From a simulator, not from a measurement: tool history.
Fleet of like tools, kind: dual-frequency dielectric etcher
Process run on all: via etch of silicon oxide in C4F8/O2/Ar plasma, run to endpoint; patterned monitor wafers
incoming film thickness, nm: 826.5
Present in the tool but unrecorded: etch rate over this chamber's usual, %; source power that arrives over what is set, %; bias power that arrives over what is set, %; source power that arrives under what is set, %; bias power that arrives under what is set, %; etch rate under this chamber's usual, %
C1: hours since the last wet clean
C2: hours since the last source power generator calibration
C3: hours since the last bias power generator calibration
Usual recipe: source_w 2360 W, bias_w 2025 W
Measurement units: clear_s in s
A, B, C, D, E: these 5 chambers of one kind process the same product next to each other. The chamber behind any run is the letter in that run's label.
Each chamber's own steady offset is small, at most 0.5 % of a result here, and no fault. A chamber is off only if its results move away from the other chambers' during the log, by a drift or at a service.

run 1E day=0.392 | source_w=2360 bias_w=2025 | C1=81.6 C2=171.2 C3=2114.5 | clear_s=150.1
-- day=0.396 chamber A: wet clean of the chamber
-- day=0.558 chamber B: wet clean of the chamber
run 2D day=0.975 | source_w=2360 bias_w=2025 | C1=134.4 C2=288 C3=3938.8 | clear_s=152.3
run 3B day=1.429 | source_w=2360 bias_w=2025 | C1=21 C2=4430.3 C3=593.7 | clear_s=151.96
run 4C day=1.875 | source_w=2360 bias_w=2025 | C1=256.3 C2=2199.9 C3=4487.6 | clear_s=152.45
run 5A day=2.346 | source_w=2360 bias_w=2025 | C1=46.8 C2=2488.5 C3=329.5 | clear_s=152.98
run 6D day=2.662 | source_w=2360 bias_w=2025 | C1=174.9 C2=328.5 C3=3979.3 | clear_s=153.17
run 7E day=3.142 | source_w=2360 bias_w=2025 | C1=147.6 C2=237.2 C3=2180.5 | clear_s=152.98
run 8C day=3.462 | source_w=2360 bias_w=2025 | C1=294.4 C2=2238 C3=4525.7 | clear_s=151.52
run 9B day=3.783 | source_w=2360 bias_w=2025 | C1=77.5 C2=4486.8 C3=650.2 | clear_s=152.1
run 10A day=4.175 | source_w=2360 bias_w=2025 | C1=90.7 C2=2532.4 C3=373.4 | clear_s=151.8
-- day=4.367 chamber C: bias power generator calibrated
run 11A day=4.658 | source_w=2360 bias_w=2025 | C1=102.3 C2=2544 C3=385 | clear_s=152.18
run 12C day=4.979 | source_w=2360 bias_w=2025 | C1=330.8 C2=2274.4 C3=14.7 | clear_s=151.45
run 13E day=5.308 | source_w=2360 bias_w=2025 | C1=199.6 C2=289.2 C3=2232.5 | clear_s=152.84
run 14D day=5.725 | source_w=2360 bias_w=2461 | C1=248.4 C2=402 C3=4052.8 | clear_s=143.35
run 15B day=6.246 | source_w=2360 bias_w=2461 | C1=136.6 C2=4545.9 C3=709.3 | clear_s=144.11
run 16A day=6.75 | source_w=2360 bias_w=2461 | C1=152.5 C2=2594.2 C3=435.2 | clear_s=145.47
-- day=6.929 chamber C: wet clean of the chamber
run 17E day=7.308 | source_w=2360 bias_w=2461 | C1=247.6 C2=337.2 C3=2280.5 | clear_s=144.71
run 18C day=7.733 | source_w=2360 bias_w=2461 | C1=19.3 C2=2340.5 C3=80.8 | clear_s=143.65
run 19B day=8.275 | source_w=2360 bias_w=2025 | C1=185.3 C2=4594.6 C3=758 | clear_s=152.89
run 20D day=8.538 | source_w=2660 bias_w=2346 | C1=315.9 C2=469.5 C3=4120.3 | clear_s=136.5
run 21A day=9.017 | source_w=2660 bias_w=2346 | C1=206.9 C2=2648.6 C3=489.6 | clear_s=140.01
run 22D day=9.321 | source_w=2660 bias_w=2346 | C1=334.7 C2=488.3 C3=4139.1 | clear_s=135.6
run 23B day=9.921 | source_w=2660 bias_w=2346 | C1=224.8 C2=4634.1 C3=797.5 | clear_s=139.4
-- day=10.212 chamber B: source power generator calibrated
run 24E day=10.475 | source_w=2660 bias_w=2346 | C1=323.6 C2=413.2 C3=2356.5 | clear_s=139.17
run 25C day=11.05 | source_w=2030 bias_w=2384 | C1=98.9 C2=2420.1 C3=160.4 | clear_s=155.12
run 26E day=11.458 | source_w=2030 bias_w=2384 | C1=347.2 C2=436.8 C3=2380.1 | clear_s=154.22
run 27D day=11.858 | source_w=2030 bias_w=2384 | C1=395.6 C2=549.2 C3=4200 | clear_s=149.94
run 28A day=12.279 | source_w=2030 bias_w=2384 | C1=285.2 C2=2726.9 C3=567.9 | clear_s=155.05
run 29B day=12.562 | source_w=2030 bias_w=2384 | C1=288.2 C2=56.5 C3=860.9 | clear_s=153.08
-- day=12.75 chamber C: source power generator calibrated
run 30C day=12.925 | source_w=2360 bias_w=2025 | C1=143.9 C2=4.2 C3=205.4 | clear_s=152.15
run 31A day=13.483 | source_w=2360 bias_w=2025 | C1=314.1 C2=2755.8 C3=596.8 | clear_s=152.35
run 32B day=13.783 | source_w=2360 bias_w=2025 | C1=317.5 C2=85.8 C3=890.2 | clear_s=151.39
run 33E day=14.283 | source_w=2360 bias_w=2025 | C1=415 C2=504.6 C3=2447.9 | clear_s=151.55
run 34C day=14.554 | source_w=2360 bias_w=2025 | C1=183 C2=43.3 C3=244.5 | clear_s=151.67
run 35D day=14.875 | source_w=2640 bias_w=2025 | C1=468 C2=621.6 C3=4272.4 | clear_s=139.65
run 36A day=15.179 | source_w=2640 bias_w=2025 | C1=354.8 C2=2796.5 C3=637.5 | clear_s=145.68
run 37D day=15.742 | source_w=2640 bias_w=2025 | C1=488.8 C2=642.4 C3=4293.2 | clear_s=137.42
run 38B day=16.283 | source_w=2640 bias_w=2025 | C1=377.5 C2=145.8 C3=950.2 | clear_s=146.02
run 39C day=16.654 | source_w=2640 bias_w=2025 | C1=233.4 C2=93.7 C3=294.9 | clear_s=144.37

Does one chamber stand apart from the rest, does the shared gauge drift, or is all well apart from small per-chamber offsets? Give the chamber and the most likely cause, where there is one.

It is chamber D that slowly wanders off from its peers.
What lies behind it: etch rate over this chamber's usual, % = 5.2.

Chamber D could run next with any of the 4 candidate recipes listed below; each alters the usual settings, and their results appear as question marks. Which one brings its results back in line with what the other chambers deliver on the usual settings?
To be in line, a result may differ from the other chambers' mean on the usual settings by at most: clear_s 2.8 s
run 40D-1 day=17.083 | source_w=2000 bias_w=1808 | clear_s=?
run 40D-2 day=17.083 | source_w=2720 bias_w=2242 | clear_s=?
run 40D-3 day=17.083 | source_w=2160 bias_w=1907 | clear_s=?
run 40D-4 day=17.083 | source_w=2360 bias_w=2383 | clear_s=?

The mean the other chambers reach with the usual settings: clear_s 152.15 s
run=40D-1 clear_s=159.41
run=40D-2 clear_s=132.46
run=40D-3 clear_s=152.22
run=40D-4 clear_s=137.77
40D-3 puts the chamber back in line with the other chambers.

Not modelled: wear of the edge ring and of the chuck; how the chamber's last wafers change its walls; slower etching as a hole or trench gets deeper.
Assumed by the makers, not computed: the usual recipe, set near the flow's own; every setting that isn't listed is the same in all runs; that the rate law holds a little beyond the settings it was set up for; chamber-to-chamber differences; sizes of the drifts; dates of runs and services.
